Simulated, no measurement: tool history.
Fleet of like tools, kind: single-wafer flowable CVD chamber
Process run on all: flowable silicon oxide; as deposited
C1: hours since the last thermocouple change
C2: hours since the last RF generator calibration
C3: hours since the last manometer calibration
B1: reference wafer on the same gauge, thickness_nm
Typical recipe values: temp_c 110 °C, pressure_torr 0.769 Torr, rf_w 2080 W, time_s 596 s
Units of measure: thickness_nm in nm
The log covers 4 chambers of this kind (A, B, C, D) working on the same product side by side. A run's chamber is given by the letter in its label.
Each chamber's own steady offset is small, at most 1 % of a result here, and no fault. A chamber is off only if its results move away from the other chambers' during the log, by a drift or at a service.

Run 1A, hour 8.8: usual settings; C1 44.4; C2 1771.8; C3 433.4; B1 258.68. Result: thickness_nm 248.1 nm.
At hour 22.4: chamber C: RF generator calibrated.
Run 2B, hour 22.9: usual settings; C1 759.3; C2 778.7; C3 1795.9; B1 258.95. Result: thickness_nm 251.47 nm.
Run 3C, hour 30.2: usual settings; C1 1290; C2 7.8; C3 89.8; B1 258.94. Result: thickness_nm 246.06 nm.
Run 4D, hour 37.9: usual settings; C1 225.2; C2 1035.8; C3 705.6; B1 259.19. Result: thickness_nm 246.27 nm.
Run 5D, hour 52.1: usual settings; C1 239.4; C2 1050; C3 719.8; B1 259.19. Result: thickness_nm 246.01 nm.
Run 6B, hour 61: usual settings; C1 797.4; C2 816.8; C3 1834; B1 258.59. Result: thickness_nm 250.23 nm.
Run 7C, hour 72.2: usual settings; C1 1332; C2 49.8; C3 131.8; B1 258.81. Result: thickness_nm 246.68 nm.
Run 8A, hour 88.1: usual settings; C1 123.7; C2 1851.1; C3 512.7; B1 259.24. Result: thickness_nm 249.6 nm.
Run 9A, hour 104.4: usual settings; C1 140; C2 1867.4; C3 529; B1 259.08. Result: thickness_nm 249.13 nm.
Run 10B, hour 120: usual settings; C1 856.4; C2 875.8; C3 1893; B1 258.83. Result: thickness_nm 250.85 nm.
Run 11D, hour 132: usual settings; C1 319.3; C2 1129.9; C3 799.7; B1 259.13. Result: thickness_nm 246.11 nm.
Run 12C, hour 145.1: usual settings; C1 1404.9; C2 122.7; C3 204.7; B1 258.95. Result: thickness_nm 247.48 nm.
Run 13A, hour 161.3: usual settings; C1 196.9; C2 1924.3; C3 585.9; B1 259.04. Result: thickness_nm 248.44 nm.
Run 14B, hour 172: usual settings; C1 908.4; C2 927.8; C3 1945; B1 259.31. Result: thickness_nm 250.44 nm.
Run 15D, hour 182.3: usual settings; C1 369.6; C2 1180.2; C3 850; B1 258.81. Result: thickness_nm 246 nm.
Run 16C, hour 198.1: usual settings; C1 1457.9; C2 175.7; C3 257.7; B1 259.06. Result: thickness_nm 245.03 nm.
Run 17A, hour 208.6: usual settings; C1 244.2; C2 1971.6; C3 633.2; B1 259.23. Result: thickness_nm 247.29 nm.
At hour 210.9: chamber B: thermocouple changed; heater temperature recalibrated.
Run 18B, hour 221.2: usual settings; C1 10.4; C2 977; C3 1994.2; B1 258.84. Result: thickness_nm 248.77 nm.
Run 19C, hour 229.6: usual settings; C1 1489.4; C2 207.2; C3 289.2; B1 258.95. Result: thickness_nm 243 nm.
Run 20D, hour 243: usual settings; C1 430.3; C2 1240.9; C3 910.7; B1 259.01. Result: thickness_nm 246.92 nm.
Run 21D, hour 258.3: usual settings; C1 445.6; C2 1256.2; C3 926; B1 259.18. Result: thickness_nm 248.09 nm.
Run 22B, hour 269.9: usual settings; C1 59.1; C2 1025.7; C3 2042.9; B1 258.77. Result: thickness_nm 251.27 nm.
Run 23A, hour 282.5: usual settings; C1 318.1; C2 2045.5; C3 707.1; B1 259.15. Result: thickness_nm 248.93 nm.
Run 24C, hour 293: usual settings; C1 1552.8; C2 270.6; C3 352.6; B1 259.21. Result: thickness_nm 244.58 nm.
Run 25B, hour 308: usual settings; C1 97.2; C2 1063.8; C3 2081; B1 258.75. Result: thickness_nm 252 nm.
Run 26A, hour 316.1: usual settings; C1 351.7; C2 2079.1; C3 740.7; B1 259.1. Result: thickness_nm 250.82 nm.
Run 27D, hour 330.3: usual settings; C1 517.6; C2 1328.2; C3 998; B1 259.25. Result: thickness_nm 247.11 nm.
At hour 334.2: chamber B: capacitance manometer re-zeroed and calibrated.
Run 28C, hour 342.4: usual settings; C1 1602.2; C2 320; C3 402; B1 259.24. Result: thickness_nm 241.32 nm.
Run 29B, hour 354: usual settings; C1 143.2; C2 1109.8; C3 19.8; B1 258.92. Result: thickness_nm 250.68 nm.
Run 30D, hour 368.8: usual settings but time_s 501 s; C1 556.1; C2 1366.7; C3 1036.5; B1 259.05. Result: thickness_nm 206.71 nm.
Run 31A, hour 385.4: usual settings but time_s 501 s; C1 421; C2 2148.4; C3 810; B1 258.9. Result: thickness_nm 208.97 nm.
Run 32C, hour 399.2: usual settings but time_s 501 s; C1 1659; C2 376.8; C3 458.8; B1 259.18. Result: thickness_nm 202.37 nm.
Run 33D, hour 406.7: usual settings but time_s 501 s; C1 594; C2 1404.6; C3 1074.4; B1 258.89. Result: thickness_nm 206.8 nm.
Run 34A, hour 420.4: usual settings; C1 456; C2 2183.4; C3 845; B1 259.12. Result: thickness_nm 249.32 nm.
Run 35B, hour 435.1: usual settings; C1 224.3; C2 1190.9; C3 100.9; B1 259.05. Result: thickness_nm 249.61 nm.
Run 36C, hour 442.9: usual settings; C1 1702.7; C2 420.5; C3 502.5; B1 259.04. Result: thickness_nm 239 nm.
Run 37B, hour 453.5: usual settings; C1 242.7; C2 1209.3; C3 119.3; B1 259.12. Result: thickness_nm 250.82 nm.
Run 38A, hour 468.2: usual settings but temp_c 119 °C, time_s 545 s; C1 503.8; C2 2231.2; C3 892.8; B1 258.96. Result: thickness_nm 171.95 nm.
Run 39C, hour 475.4: usual settings but temp_c 119 °C, time_s 545 s; C1 1735.2; C2 453; C3 535; B1 258.77. Result: thickness_nm 165.53 nm.
Run 40D, hour 485.4: usual settings but temp_c 119 °C, time_s 545 s; C1 672.7; C2 1483.3; C3 1153.1; B1 259.04. Result: thickness_nm 170.31 nm.

Next, every chamber runs the same settings. What will each give?
Run 41A, hour 497.3: usual settings but pressure_torr 0.651 Torr. Result: thickness_nm ?.
Run 41B, hour 497.3: usual settings but pressure_torr 0.651 Torr. Result: thickness_nm ?.
Run 41C, hour 497.3: usual settings but pressure_torr 0.651 Torr. Result: thickness_nm ?.
Run 41D, hour 497.3: usual settings but pressure_torr 0.651 Torr. Result: thickness_nm ?.

run  thickness_nm
41A        198.13
41B        198.92
41C        192.29
41D         196.2

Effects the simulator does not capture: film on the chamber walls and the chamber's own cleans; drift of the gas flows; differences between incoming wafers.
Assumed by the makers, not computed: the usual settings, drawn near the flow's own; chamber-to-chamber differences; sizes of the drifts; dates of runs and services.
